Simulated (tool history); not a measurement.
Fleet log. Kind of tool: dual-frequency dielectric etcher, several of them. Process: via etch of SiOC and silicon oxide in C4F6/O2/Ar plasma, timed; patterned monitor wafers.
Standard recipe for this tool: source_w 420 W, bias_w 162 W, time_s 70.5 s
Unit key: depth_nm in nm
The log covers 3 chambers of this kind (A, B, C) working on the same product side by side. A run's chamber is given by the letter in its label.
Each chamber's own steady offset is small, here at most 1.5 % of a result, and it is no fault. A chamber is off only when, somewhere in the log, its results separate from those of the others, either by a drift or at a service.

run	hour	source_w	bias_w	time_s	read-back reference wafer on the same gauge, depth_nm	depth_nm
1C	7.8	420	162	70.5	76.824	78.911
2B	12.6	420	162	70.5	76.884	77.359
3A	19.5	420	162	70.5	76.731	79.018
4C	27.3	420	162	70.5	76.739	78.667
5B	35.7	420	162	70.5	76.780	77.666
6A	43.0	420	162	57.0	76.909	63.744
7B	49.4	420	162	57.0	76.727	62.859
8A	54.1	420	162	57.0	76.813	64.567
9C	60.1	420	162	70.5	76.799	79.147
10B	69.1	420	162	70.5	76.916	77.252
11C	75.0	420	162	70.5	76.722	79.320
12A	80.1	420	162	70.5	76.924	79.275
13A	87.1	420	162	70.5	76.857	79.187
14B	93.1	420	162	70.5	76.866	77.695
15C	100.8	420	162	70.5	76.768	79.726
16A	105.9	420	123	50.5	76.928	52.454
17C	114.8	420	123	50.5	76.774	52.255
18B	119.9	420	123	50.5	76.776	51.697
19B	128.7	420	162	70.5	76.753	77.472
20A	133.4	420	162	70.5	76.828	79.507
21C	141.3	420	162	70.5	76.748	78.990
22C	148.1	420	162	70.5	76.830	78.360
23B	154.4	420	196	70.5	76.643	83.348
24A	161.9	420	196	70.5	76.852	83.171
25B	169.5	420	196	70.5	76.699	82.079
26C	175.7	420	162	70.5	76.749	78.941
27A	183.3	420	162	70.5	76.931	78.932
28B	190.9	420	162	70.5	76.698	77.122
# hour 191.9: chamber B: source power generator calibrated
29C	196.5	420	162	70.5	76.812	78.995
30A	202.6	420	162	70.5	76.758	79.136
31A	207.0	420	162	70.5	76.850	78.811
32B	213.1	420	162	70.5	76.686	77.874
# hour 213.6: chamber A: wet clean of the chamber
33C	218.8	420	162	70.5	76.765	79.222
34A	226.4	420	162	88.5	76.806	98.625
# hour 229.4: chamber C: wet clean of the chamber
35C	235.2	420	162	88.5	76.769	99.306
36B	239.5	420	162	88.5	76.825	97.803

Has any chamber moved away from the others, gradually or after a service, or does the common gauge drift, or do the chambers differ only by their own small steady offsets? State the chamber and the most likely cause if one applies.

Nothing is wrong: each chamber keeps only its own small, steady offset and the gauge holds still.
